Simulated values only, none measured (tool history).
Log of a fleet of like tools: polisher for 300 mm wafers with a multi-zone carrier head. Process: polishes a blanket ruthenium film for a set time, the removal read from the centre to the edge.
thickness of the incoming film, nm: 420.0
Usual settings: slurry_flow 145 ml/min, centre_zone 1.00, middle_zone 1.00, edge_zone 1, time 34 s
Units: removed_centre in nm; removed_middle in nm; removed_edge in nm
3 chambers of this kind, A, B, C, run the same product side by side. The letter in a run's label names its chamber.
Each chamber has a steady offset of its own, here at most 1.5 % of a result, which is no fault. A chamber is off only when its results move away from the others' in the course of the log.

Run 1C, hour 8.6: usual settings. Result: removed_centre 33.164 nm, removed_middle 33.377 nm, removed_edge 33.097 nm.
Run 2A, hour 17.0: usual settings. Result: removed_centre 33.161 nm, removed_middle 32.594 nm, removed_edge 32.996 nm.
At hour 19.8: chamber C: worn pad replaced by a new one.
At hour 26.4: chamber B: worn pad replaced by a new one.
Run 3B, hour 30.6: usual settings. Result: removed_centre 32.934 nm, removed_middle 33.059 nm, removed_edge 32.931 nm.
Run 4B, hour 39.7: usual settings. Result: removed_centre 33.524 nm, removed_middle 33.247 nm, removed_edge 32.660 nm.
At hour 46.6: chamber A: worn pad replaced by a new one.
Run 5C, hour 52.8: usual settings but centre_zone 1.07. Result: removed_centre 35.672 nm, removed_middle 33.627 nm, removed_edge 33.047 nm.
Run 6A, hour 66.4: usual settings but centre_zone 1.07. Result: removed_centre 35.733 nm, removed_middle 32.647 nm, removed_edge 32.685 nm.
Run 7B, hour 80.6: usual settings but centre_zone 1.07. Result: removed_centre 35.366 nm, removed_middle 33.520 nm, removed_edge 33.402 nm.
Run 8C, hour 87.5: usual settings. Result: removed_centre 32.722 nm, removed_middle 33.196 nm, removed_edge 32.594 nm.
At hour 91.4: chamber C: worn pad replaced by a new one.
Run 9A, hour 94.3: usual settings. Result: removed_centre 32.621 nm, removed_middle 32.343 nm, removed_edge 32.680 nm.
Run 10A, hour 100.8: usual settings. Result: removed_centre 32.664 nm, removed_middle 32.773 nm, removed_edge 33.088 nm.
Run 11C, hour 113.1: usual settings. Result: removed_centre 33.257 nm, removed_middle 33.107 nm, removed_edge 33.201 nm.
At hour 113.2: chamber A: worn pad replaced by a new one.
Run 12B, hour 126.6: usual settings. Result: removed_centre 33.173 nm, removed_middle 33.208 nm, removed_edge 32.303 nm.
At hour 132.6: chamber B: centre zone pressure recalibrated.
Run 13A, hour 135.0: usual settings. Result: removed_centre 32.667 nm, removed_middle 32.837 nm, removed_edge 32.621 nm.
Run 14C, hour 147.7: usual settings but centre_zone 1.04, middle_zone 1.05. Result: removed_centre 34.304 nm, removed_middle 34.380 nm, removed_edge 33.020 nm.
At hour 155.2: chamber B: worn pad replaced by a new one.
Run 15B, hour 162.1: usual settings but centre_zone 1.04, middle_zone 1.05. Result: removed_centre 34.017 nm, removed_middle 34.638 nm, removed_edge 33.057 nm.
At hour 170.3: chamber C: worn pad replaced by a new one.
Run 16A, hour 173.3: usual settings but centre_zone 1.04, middle_zone 1.05. Result: removed_centre 34.187 nm, removed_middle 33.736 nm, removed_edge 33.155 nm.
Run 17C, hour 187.2: usual settings. Result: removed_centre 33.049 nm, removed_middle 32.947 nm, removed_edge 33.280 nm.
At hour 187.6: chamber A: worn pad replaced by a new one.
Run 18B, hour 195.2: usual settings. Result: removed_centre 32.366 nm, removed_middle 33.097 nm, removed_edge 32.521 nm.
At hour 197.9: chamber C: edge zone pressure recalibrated.
Run 19C, hour 207.4: usual settings. Result: removed_centre 33.151 nm, removed_middle 33.000 nm, removed_edge 32.688 nm.
Run 20A, hour 217.9: usual settings. Result: removed_centre 32.916 nm, removed_middle 32.467 nm, removed_edge 32.491 nm.
Run 21B, hour 232.1: usual settings. Result: removed_centre 32.332 nm, removed_middle 32.760 nm, removed_edge 32.353 nm.
At hour 234.5: chamber C: worn pad replaced by a new one.
Run 22B, hour 243.8: usual settings. Result: removed_centre 32.456 nm, removed_middle 32.288 nm, removed_edge 32.432 nm.
Run 23A, hour 257.4: usual settings but slurry_flow 180 ml/min, centre_zone 1.10. Result: removed_centre 37.796 nm, removed_middle 33.824 nm, removed_edge 34.185 nm.
Run 24C, hour 266.7: usual settings but slurry_flow 180 ml/min, centre_zone 1.10. Result: removed_centre 38.134 nm, removed_middle 34.311 nm, removed_edge 34.027 nm.
At hour 269.9: chamber A: worn pad replaced by a new one.
Run 25A, hour 280.1: usual settings but slurry_flow 180 ml/min, centre_zone 1.10. Result: removed_centre 38.011 nm, removed_middle 33.328 nm, removed_edge 33.892 nm.
At hour 282.0: chamber B: worn pad replaced by a new one.
At hour 287.3: chamber B: edge zone pressure recalibrated.
Run 26C, hour 290.1: usual settings but centre_zone 0.91, time 41 s. Result: removed_centre 35.678 nm, removed_middle 40.123 nm, removed_edge 40.331 nm.
At hour 301.7: chamber A: edge zone pressure recalibrated.
Run 27B, hour 302.0: usual settings but centre_zone 0.91, time 41 s. Result: removed_centre 35.209 nm, removed_middle 39.080 nm, removed_edge 38.770 nm.
At hour 307.3: chamber C: worn pad replaced by a new one.
At hour 311.1: chamber A: slurry nozzle cleaned.
Run 28B, hour 311.6: usual settings but centre_zone 0.91, time 41 s. Result: removed_centre 34.833 nm, removed_middle 39.233 nm, removed_edge 38.473 nm.
Run 29A, hour 318.4: usual settings. Result: removed_centre 32.813 nm, removed_middle 32.619 nm, removed_edge 33.179 nm.
Run 30C, hour 327.0: usual settings but slurry_flow 175 ml/min, middle_zone 0.95. Result: removed_centre 34.451 nm, removed_middle 32.618 nm, removed_edge 34.559 nm.
Run 31C, hour 338.9: usual settings but slurry_flow 175 ml/min, middle_zone 0.95. Result: removed_centre 33.912 nm, removed_middle 32.295 nm, removed_edge 33.765 nm.
At hour 345.1: chamber A: worn pad replaced by a new one.
Run 32B, hour 352.7: usual settings but slurry_flow 175 ml/min, middle_zone 0.95. Result: removed_centre 33.112 nm, removed_middle 31.834 nm, removed_edge 33.243 nm.
Run 33A, hour 361.6: usual settings. Result: removed_centre 32.888 nm, removed_middle 32.738 nm, removed_edge 33.216 nm.
Run 34A, hour 370.1: usual settings but middle_zone 0.93. Result: removed_centre 32.949 nm, removed_middle 30.212 nm, removed_edge 33.194 nm.
Run 35B, hour 376.3: usual settings but middle_zone 0.93. Result: removed_centre 31.581 nm, removed_middle 29.972 nm, removed_edge 32.342 nm.

Next, every chamber runs the same settings. What will each give?
Run 36A, hour 386.6: usual settings. Result: removed_centre ?, removed_middle ?, removed_edge ?.
Run 36B, hour 386.6: usual settings. Result: removed_centre ?, removed_middle ?, removed_edge ?.
Run 36C, hour 386.6: usual settings. Result: removed_centre ?, removed_middle ?, removed_edge ?.

run  removed_centre  removed_middle  removed_edge
36A          32.713          32.349        33.133
36B          31.829          31.894        32.436
36C          32.891          32.940        32.879

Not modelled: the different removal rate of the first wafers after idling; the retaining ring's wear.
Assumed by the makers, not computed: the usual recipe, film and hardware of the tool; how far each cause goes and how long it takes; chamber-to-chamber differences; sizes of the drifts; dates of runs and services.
